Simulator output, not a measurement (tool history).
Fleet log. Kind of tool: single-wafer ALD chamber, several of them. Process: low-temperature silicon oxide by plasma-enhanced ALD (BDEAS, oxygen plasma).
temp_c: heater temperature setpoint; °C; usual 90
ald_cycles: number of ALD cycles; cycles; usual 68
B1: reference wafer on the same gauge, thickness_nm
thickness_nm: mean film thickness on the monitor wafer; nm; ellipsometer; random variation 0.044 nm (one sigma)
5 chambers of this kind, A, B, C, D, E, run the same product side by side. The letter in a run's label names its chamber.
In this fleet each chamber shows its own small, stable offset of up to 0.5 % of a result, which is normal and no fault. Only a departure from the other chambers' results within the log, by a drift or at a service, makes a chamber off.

run 1A hour=13.5 | temp_c=90 ald_cycles=68 | B1=9.3994 | thickness_nm=10.052
run 2E hour=28.8 | temp_c=90 ald_cycles=68 | B1=9.4066 | thickness_nm=10
run 3B hour=37.4 | temp_c=90 ald_cycles=68 | B1=9.408 | thickness_nm=10.015
run 4D hour=50.5 | temp_c=90 ald_cycles=68 | B1=9.4076 | thickness_nm=10.081
run 5C hour=64.1 | temp_c=90 ald_cycles=68 | B1=9.3898 | thickness_nm=10.068
run 6C hour=76.7 | temp_c=90 ald_cycles=68 | B1=9.4024 | thickness_nm=10.096
run 7E hour=89.7 | temp_c=90 ald_cycles=68 | B1=9.4019 | thickness_nm=10.027
run 8D hour=100.2 | temp_c=90 ald_cycles=68 | B1=9.3935 | thickness_nm=10.026
run 9B hour=113.1 | temp_c=90 ald_cycles=68 | B1=9.4002 | thickness_nm=10.078
run 10A hour=122.2 | temp_c=77 ald_cycles=77 | B1=9.4036 | thickness_nm=11.965
run 11E hour=131.9 | temp_c=77 ald_cycles=77 | B1=9.3923 | thickness_nm=11.857
run 12C hour=139.3 | temp_c=77 ald_cycles=77 | B1=9.4096 | thickness_nm=11.873
-- hour=143.9 chamber C: thermocouple changed; heater temperature recalibrated
run 13B hour=152.3 | temp_c=77 ald_cycles=77 | B1=9.3893 | thickness_nm=11.923
run 14D hour=163.3 | temp_c=77 ald_cycles=77 | B1=9.4092 | thickness_nm=11.827
run 15A hour=173.3 | temp_c=90 ald_cycles=68 | B1=9.402 | thickness_nm=10.122
run 16D hour=185 | temp_c=90 ald_cycles=68 | B1=9.4014 | thickness_nm=9.9811
run 17B hour=198.5 | temp_c=90 ald_cycles=68 | B1=9.4007 | thickness_nm=9.9873
run 18A hour=207.1 | temp_c=90 ald_cycles=68 | B1=9.3898 | thickness_nm=10.106
run 19C hour=220 | temp_c=90 ald_cycles=68 | B1=9.4064 | thickness_nm=10.042
run 20E hour=234.1 | temp_c=90 ald_cycles=68 | B1=9.4098 | thickness_nm=10.044
run 21A hour=245.9 | temp_c=90 ald_cycles=68 | B1=9.3911 | thickness_nm=10.076
run 22B hour=259.5 | temp_c=90 ald_cycles=68 | B1=9.3937 | thickness_nm=10.047
run 23C hour=275.6 | temp_c=90 ald_cycles=68 | B1=9.4054 | thickness_nm=10.076
run 24D hour=283.5 | temp_c=90 ald_cycles=68 | B1=9.4033 | thickness_nm=10.089
run 25E hour=295.3 | temp_c=90 ald_cycles=68 | B1=9.4058 | thickness_nm=10.113
run 26A hour=307 | temp_c=90 ald_cycles=68 | B1=9.4047 | thickness_nm=10.082
run 27D hour=314.7 | temp_c=90 ald_cycles=68 | B1=9.402 | thickness_nm=10.041
run 28C hour=321.9 | temp_c=90 ald_cycles=64 | B1=9.3874 | thickness_nm=9.4843
run 29E hour=337 | temp_c=90 ald_cycles=64 | B1=9.3918 | thickness_nm=9.4688
run 30B hour=352.3 | temp_c=90 ald_cycles=64 | B1=9.4068 | thickness_nm=9.4412
run 31E hour=366.2 | temp_c=90 ald_cycles=64 | B1=9.402 | thickness_nm=9.4833
run 32C hour=373.3 | temp_c=90 ald_cycles=64 | B1=9.412 | thickness_nm=9.4415
run 33D hour=380.4 | temp_c=90 ald_cycles=68 | B1=9.405 | thickness_nm=10.074
run 34A hour=388.9 | temp_c=90 ald_cycles=68 | B1=9.3929 | thickness_nm=10.049
run 35B hour=402.4 | temp_c=90 ald_cycles=68 | B1=9.3977 | thickness_nm=10.028
run 36A hour=413.6 | temp_c=90 ald_cycles=68 | B1=9.3981 | thickness_nm=10.116
run 37C hour=423.1 | temp_c=90 ald_cycles=68 | B1=9.4076 | thickness_nm=10.047
-- hour=425 chamber B: thermocouple changed; heater temperature recalibrated
run 38B hour=437.8 | temp_c=90 ald_cycles=68 | B1=9.4062 | thickness_nm=10.142
run 39E hour=452.8 | temp_c=99 ald_cycles=79 | B1=9.3959 | thickness_nm=11.242
run 40D hour=466.1 | temp_c=99 ald_cycles=79 | B1=9.4019 | thickness_nm=11.254
run 41C hour=479.1 | temp_c=99 ald_cycles=79 | B1=9.3979 | thickness_nm=11.321
run 42D hour=490.6 | temp_c=99 ald_cycles=79 | B1=9.4005 | thickness_nm=11.271
run 43E hour=506.7 | temp_c=99 ald_cycles=79 | B1=9.4085 | thickness_nm=11.23

Does one chamber stand apart from the rest, does the shared gauge drift, or is all well apart from small per-chamber offsets? Give the chamber and the most likely cause, where there is one.

Nothing is wrong: each chamber keeps only its own small, steady offset and the gauge holds still.
